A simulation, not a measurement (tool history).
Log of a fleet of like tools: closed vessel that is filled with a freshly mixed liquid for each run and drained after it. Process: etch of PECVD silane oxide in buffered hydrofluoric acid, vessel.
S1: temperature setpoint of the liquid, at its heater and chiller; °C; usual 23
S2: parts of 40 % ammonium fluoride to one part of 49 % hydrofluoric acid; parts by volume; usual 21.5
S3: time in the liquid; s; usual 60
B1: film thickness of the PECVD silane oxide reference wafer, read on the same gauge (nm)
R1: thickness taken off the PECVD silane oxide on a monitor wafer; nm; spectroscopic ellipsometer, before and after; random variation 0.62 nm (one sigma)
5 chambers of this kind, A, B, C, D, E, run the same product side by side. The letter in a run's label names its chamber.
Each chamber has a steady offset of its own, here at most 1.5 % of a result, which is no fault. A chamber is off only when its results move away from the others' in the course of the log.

run,hour,S1,S2,S3,B1,R1
1D,15.5,23,21.5,60,100,69.818
2B,23.5,23,21.5,60,100,70.937
3A,33.6,23,21.5,60,100.01,69.364
4E,40.8,23,21.5,60,100.01,69.487
5C,50.2,23,21.5,60,100.02,69.498
6E,62,23,21.5,60,100.02,69.034
7D,70.7,24.5,26.5,60,100.02,64.726
8B,78.9,24.5,26.5,60,100.01,65.572
# hour 84.9: chamber E: thermometer replaced
9A,90.2,24.5,26.5,60,99.996,65.172
10C,102.2,24.5,26.5,60,100.01,65.033
11A,117.7,24.5,26.5,60,100.01,65.108
12E,133.2,23,21.5,60,100,68.522
13B,142.7,23,21.5,60,100.01,68.598
14C,151.2,23,21.5,60,99.994,68.614
15D,162.3,23,21.5,60,99.98,68.991
16D,170.9,23,21.5,60,99.992,68.454
17B,182.9,23,21.5,60,99.975,69.728
18A,191.3,23,21.5,60,99.992,71.541
19E,200.4,23,21.5,60,100.01,70.037
20C,211.5,23,21.5,60,100.02,69.903
21D,222.2,23,21.5,60,100.01,68.921
# hour 228: chamber B: hydrofluoric acid flow meter replaced
22C,236.9,25,21.5,60,99.998,78.401
23B,244.4,25,21.5,60,99.997,77.374
24E,255.9,25,21.5,60,100.01,78.8
25A,263.8,25,21.5,60,99.99,79.097
26D,273.3,25,21.5,60,100.01,76.289
# hour 274.9: chamber D: thermometer replaced
27A,285.2,19.5,16,60,99.993,76.514
28C,292.3,19.5,16,60,100.01,74.23
29B,306.7,19.5,16,60,100,75.431
30E,318.1,19.5,16,60,99.981,75.235
31E,325.1,19.5,16,60,100.02,75.008
32D,335.4,23,21.5,60,100.03,67.885

Is one chamber off against the others, does the gauge drift, or is nothing wrong? If a chamber is off, say which, and what the likeliest cause is.

No chamber stands off beyond its own small offset, and the gauge holds steady.
